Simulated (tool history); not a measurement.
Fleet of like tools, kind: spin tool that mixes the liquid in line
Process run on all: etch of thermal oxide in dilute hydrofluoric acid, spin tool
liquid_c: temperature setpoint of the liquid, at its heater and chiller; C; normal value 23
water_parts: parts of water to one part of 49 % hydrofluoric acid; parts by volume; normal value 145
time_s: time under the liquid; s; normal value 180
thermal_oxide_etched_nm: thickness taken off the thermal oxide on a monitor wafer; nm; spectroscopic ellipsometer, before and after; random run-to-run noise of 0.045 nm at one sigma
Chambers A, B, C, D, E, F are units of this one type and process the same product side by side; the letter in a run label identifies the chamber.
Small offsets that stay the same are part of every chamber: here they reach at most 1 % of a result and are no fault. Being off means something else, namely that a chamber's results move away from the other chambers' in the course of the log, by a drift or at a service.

run	hour	liquid_c	water_parts	time_s	hours since the thermometer was replaced	hours since the hydrofluoric acid flow meter was replaced	read-back film thickness of the thermal oxide reference wafer, read on the same gauge (nm)	thermal_oxide_etched_nm
1D	11.3	23	145	180	1866.9	757.6	89.989	5.2881
2A	20.1	23	145	180	22	1956.1	89.983	5.2636
3E	25.6	23	145	180	1085.5	1425.4	90.012	5.1931
4F	34	23	145	180	416.9	802.8	90.03	5.1956
5B	41.6	23	145	180	1556.4	410	90.005	5.2521
6C	49.4	23	145	180	779.8	1891.4	90.03	5.2769
7E	56.1	23	145	180	1116	1455.9	90.037	5.3021
8C	61.5	23	145	180	791.9	1903.5	89.981	5.2207
9B	67.9	23	145	180	1582.7	436.3	90.013	5.2905
# hour 68.9: chamber C: hydrofluoric acid flow meter replaced
10F	76.7	18.5	145	260	459.6	845.5	89.996	6.3038
11A	87.7	18.5	145	260	89.6	2023.7	90.008	6.2391
12D	94.7	18.5	145	260	1950.3	841	90.04	6.2927
13F	100.1	18.5	145	260	483	868.9	90.014	6.2237
14E	108.6	18.5	145	260	1168.5	1508.4	89.988	6.2252
15A	119.2	18.5	145	260	121.1	2055.2	90.017	6.2212
16D	128.4	23	145	230	1984	874.7	90.043	6.6364
# hour 129: chamber A: hydrofluoric acid flow meter replaced
17C	137.5	23	145	230	867.9	68.6	90.051	6.6767
18B	144.1	23	145	230	1658.9	512.5	89.952	6.7116
19D	155.4	23	145	230	2011	901.7	89.986	6.6666
20B	166.3	23	145	230	1681.1	534.7	89.97	6.7243
21F	173.9	23	145	230	556.8	942.7	90.021	6.7021
22C	184.6	23	145	180	915	115.7	90.012	5.2697
# hour 186.9: chamber C: thermometer replaced
23A	196.4	23	145	180	198.3	67.4	89.982	5.2371
24E	204.3	23	210	95	1264.2	1604.1	89.971	1.7083
25D	215.4	23	210	95	2071	961.7	89.962	1.8016
26A	224.3	23	210	95	226.2	95.3	89.962	1.758
27B	231.9	23	210	95	1746.7	600.3	90.037	1.7829
28E	239.1	23	210	95	1299	1638.9	89.998	1.7272
29F	251.1	23	210	95	634	1019.9	89.964	1.7534
30C	261.8	23	95	180	74.9	192.9	89.986	8.6502
31C	270.8	23	95	180	83.9	201.9	90.008	8.682
32F	277.8	23	95	180	660.7	1046.6	89.978	8.3329
33D	286.1	23	95	180	2141.7	1032.4	89.992	8.4811
34B	295.7	23	95	180	1810.5	664.1	89.992	8.5373
35A	301.4	23	95	180	303.3	172.4	90.022	8.4143
36E	310.6	23	145	180	1370.5	1710.4	90.059	5.0128
37B	320	23	145	180	1834.8	688.4	89.95	5.3575
38F	328.1	23	145	180	711	1096.9	90.01	5.1896
39C	336.3	23	145	180	149.4	267.4	89.994	5.3211
40E	346.4	23	145	180	1406.3	1746.2	90.002	4.9047
41A	354.2	23	145	180	356.1	225.2	90.009	5.2379
42D	361.9	23	145	180	2217.5	1108.2	89.955	5.2469
43A	373.3	23	145	180	375.2	244.3	89.99	5.266

What goes on in this fleet: one chamber off, a drifting gauge, or nothing beyond the chambers' own small offsets? Name the chamber and the cause, if any.

It is chamber E that slowly wanders off from its peers.
Most likely cause: hydrofluoric acid flow below the setpoint (%) = 5.78.
From this log alone, it may not be told apart from: liquid colder than its thermometer reads (K).

Chamber E could run next with any of the 4 candidate recipes listed below; each alters the usual settings, and their results appear as question marks. Which one brings its results back in line with what the other chambers deliver on the usual settings?
Maximum distance from the other chambers' mean on the usual settings for a result to count as in line: thermal_oxide_etched_nm 0.16 nm
44E-1	381.9	23	140	185				?
44E-2	381.9	23	145	185				?
44E-3	381.9	22.5	145	180				?
44E-4	381.9	21	145	180				?

Average result of the remaining chambers running the usual settings: thermal_oxide_etched_nm 5.2411 nm
run	thermal_oxide_etched_nm
44E-1	5.235
44E-2	5.0277
44E-3	4.8002
44E-4	4.5292
44E-1 is the one that brings the chamber's results back in line with the other chambers.

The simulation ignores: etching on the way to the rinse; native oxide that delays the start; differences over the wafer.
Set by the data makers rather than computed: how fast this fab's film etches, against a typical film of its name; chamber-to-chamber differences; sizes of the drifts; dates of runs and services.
